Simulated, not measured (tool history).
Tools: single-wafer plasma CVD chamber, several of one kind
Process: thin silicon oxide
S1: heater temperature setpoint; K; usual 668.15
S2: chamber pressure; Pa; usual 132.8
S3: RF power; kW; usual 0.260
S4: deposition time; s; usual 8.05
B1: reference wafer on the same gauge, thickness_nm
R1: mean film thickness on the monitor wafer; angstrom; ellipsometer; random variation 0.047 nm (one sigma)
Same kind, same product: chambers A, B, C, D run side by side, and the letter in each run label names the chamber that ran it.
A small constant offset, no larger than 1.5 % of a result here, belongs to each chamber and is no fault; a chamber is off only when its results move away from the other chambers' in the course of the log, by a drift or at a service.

run	hour	S1	S2	S3	S4	B1	R1
1C	6.0	668.15	132.8	0.260	8.05	17.591	168.51
# hour 6.9: chamber B: capacitance manometer re-zeroed and calibrated
2A	9.6	668.15	132.8	0.260	8.05	17.595	168.68
3B	14.6	668.15	132.8	0.260	8.05	17.606	167.53
4D	21.3	668.15	132.8	0.260	8.05	17.609	164.32
5B	28.2	668.15	132.8	0.260	8.05	17.583	167.48
6D	35.4	668.15	132.8	0.240	8.05	17.608	159.83
7A	39.6	668.15	132.8	0.240	8.05	17.604	161.81
8C	43.3	668.15	132.8	0.240	8.05	17.590	162.69
9D	50.1	668.15	132.8	0.240	8.05	17.612	159.68
10B	56.9	668.15	132.8	0.260	8.05	17.607	167.99
11A	63.7	668.15	132.8	0.260	8.05	17.602	167.55
12C	68.2	668.15	132.8	0.260	8.05	17.606	169.03
13B	73.0	668.15	132.8	0.260	8.05	17.593	168.12
14A	77.6	668.15	132.8	0.260	8.05	17.596	168.20
15D	83.1	668.15	132.8	0.260	8.05	17.596	165.43
16C	86.5	668.15	132.8	0.260	8.05	17.607	168.96
17A	92.4	668.15	132.8	0.260	8.05	17.595	167.44
18C	96.0	668.15	132.8	0.260	8.05	17.605	169.16
19D	101.1	668.15	132.8	0.260	8.05	17.597	165.32
20B	106.0	668.15	132.8	0.260	8.05	17.603	168.04
# hour 112.6: chamber C: capacitance manometer re-zeroed and calibrated
21D	113.2	661.15	132.8	0.260	8.05	17.586	165.94
22A	120.4	661.15	132.8	0.260	8.05	17.618	168.48
# hour 125.9: chamber C: thermocouple changed; heater temperature recalibrated
23C	126.9	661.15	132.8	0.260	8.05	17.596	164.30
24B	130.6	661.15	132.8	0.260	8.05	17.595	167.34
25D	135.6	680.15	132.8	0.260	8.05	17.607	164.42
26A	141.1	680.15	132.8	0.260	8.05	17.595	167.05
27B	146.4	680.15	132.8	0.260	8.05	17.609	166.30
28C	150.9	680.15	132.8	0.260	8.05	17.598	162.14
# hour 152.2: chamber B: RF generator calibrated
29D	155.3	668.15	132.8	0.260	8.05	17.605	164.66
30C	161.5	668.15	132.8	0.260	8.05	17.597	163.88
31B	167.2	668.15	132.8	0.260	8.05	17.607	168.06
32A	170.9	668.15	132.8	0.260	8.05	17.606	167.37
33A	176.1	668.15	132.8	0.260	8.05	17.602	167.40
34C	182.6	668.15	132.8	0.260	8.05	17.599	162.94
35D	185.9	668.15	132.8	0.260	8.05	17.611	165.12
36B	191.1	668.15	132.8	0.260	8.05	17.601	168.20
37B	195.1	668.15	132.8	0.260	8.05	17.596	167.07
38C	200.9	668.15	132.8	0.260	8.05	17.601	164.01
39D	204.6	668.15	132.8	0.260	8.05	17.607	166.27
40A	210.2	668.15	132.8	0.260	8.05	17.597	167.87
41C	216.7	668.15	132.8	0.260	8.05	17.609	163.65
42B	223.8	668.15	132.8	0.260	8.05	17.602	168.49

Which is it: a chamber that has drifted or been left off by a service, a gauge drift common to all chambers, or only each chamber's usual small offset? If a chamber is off, name it and its likeliest cause.

The work done on chamber C during a service left it standing apart from the others.
Most likely cause: true pressure below the setpoint (%) = 4.25.

Which of the 4 candidates below, each the usual settings with something changed and its results left as question marks, puts chamber C back in line with what the other chambers give on the usual settings?
To be in line, a result may differ from the other chambers' mean on the usual settings by at most: R1 1.60 angstrom
43C-1	229.1	668.15	131.2	0.260	7.97		?
43C-2	229.1	668.15	133.2	0.260	8.07		?
43C-3	229.1	668.15	132.1	0.260	8.05		?
43C-4	229.1	668.15	135.9	0.260	8.05		?

On the usual settings, the other chambers give on average: R1 166.90 angstrom
run	R1
43C-1	160.20
43C-2	164.33
43C-3	162.79
43C-4	166.72
43C-4 puts the chamber back in line with the other chambers.
